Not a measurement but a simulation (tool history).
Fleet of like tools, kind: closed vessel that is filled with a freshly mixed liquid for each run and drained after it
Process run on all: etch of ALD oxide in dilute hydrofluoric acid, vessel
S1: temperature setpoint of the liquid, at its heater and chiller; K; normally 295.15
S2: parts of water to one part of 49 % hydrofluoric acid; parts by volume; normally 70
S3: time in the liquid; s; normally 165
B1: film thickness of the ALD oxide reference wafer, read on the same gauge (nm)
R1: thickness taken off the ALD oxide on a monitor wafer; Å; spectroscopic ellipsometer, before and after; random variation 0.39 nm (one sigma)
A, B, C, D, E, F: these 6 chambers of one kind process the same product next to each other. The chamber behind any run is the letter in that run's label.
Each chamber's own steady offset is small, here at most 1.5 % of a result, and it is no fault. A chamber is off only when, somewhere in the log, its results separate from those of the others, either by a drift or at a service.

run   hour      S1   S2   S3      B1      R1
 1A    2.1  295.15   70  165  130.01  412.88
 2B    4.8  295.15   70  165  129.99  408.33
 3D    7.6  295.15   70  165  130.03  405.81
 4C   11.2  295.15   70  165  130.01   406.7
 5E     15  295.15   70  165  130.02  404.52
 6F   18.9  295.15   70  165  130.01  411.21
 7A   21.5  295.15   70  165  129.99   405.6
 8C   25.5  295.15   70  165  129.98  405.55
 9E   29.4  295.15   70  165     130  412.11
10F   31.7  295.15   70  165  129.98  401.81
11B   33.7  295.15   70  165  129.99  403.71
12D   36.4  295.15  100  110  129.99  180.83
13A   39.8  295.15  100  110     130  182.09
14D   43.7  295.15  100  110  130.03  184.33
15E   46.1  295.15  100  110  130.01  187.36
16C   48.8  295.15  100  110  129.99  185.48
17B   51.6  295.15  100  110     130  185.21
18F   54.1  295.15   55   85  130.01  272.13
19C   57.1  295.15   55   85     130  274.57
20F   60.3  295.15   55   85  130.02  266.86
21B   62.3  295.15   55   85  129.98  268.56
22A   64.3  295.15   55   85  130.02  271.56
23E   67.1  295.15   55   85  130.01  268.86
24D   70.2  295.15   70  165  129.99  405.27
25A   74.5  295.15   70  165  130.03  407.37
26F   76.7  295.15   70  165     130   400.9
27E   80.1  295.15   70  165  129.99  406.55
28C   84.2  298.15   45  165  129.99  736.97
29B   88.6  298.15   45  165  129.98  717.79
30D   91.9  298.15   45  165  129.99  724.45
31F   95.6  298.15   45  165  129.99  733.13
32C   97.8  298.15   45  165  130.01  746.18
33A  100.8  298.15   45  165  130.01  729.72
34D  103.4  295.15   70  165  130.02  397.26
35B  107.3  295.15   70  165  129.98   383.4
36E  110.5  295.15   70  165     130  405.45
37D  113.4  295.15   70  165  130.02  405.43
38F  117.2  295.15   70  165     130  402.16
39C  119.5  295.15   70  165  130.02  412.09
40B  123.6  295.15   70  165     130     372
41A    126  295.15   70  165  129.98  406.98

Decide between three cases: one chamber stands off from its peers, the gauge reading all wafers drifts, or nothing is wrong past each chamber's small offset. Where a chamber is off, say which and what most likely put it there.

Little by little, chamber B moves away from the other chambers.
Cause: liquid colder than its thermometer reads (K) = 2.19.
It could be hard to tell apart here from: hydrofluoric acid flow below the setpoint (%).

Below are 4 candidate recipes for chamber B's next run, each the usual settings with a change, their results shown as question marks. Which of them brings B's results back in line with what the other chambers give on the usual settings?
Maximum distance from the other chambers' mean on the usual settings for a result to count as in line: R1 13 Å
42B-1  129.2  295.15  70  160       ?
42B-2  129.2  295.15  70  170       ?
42B-3  129.2  297.15  70  165       ?
42B-4  129.2  294.65  75  165       ?

The other chambers' mean on the usual settings: R1 407.26 Å
  run      R1
42B-1  361.65
42B-2  384.26
42B-3  405.83
42B-4  339.15
With 42B-3, the chamber falls back in line with the rest.
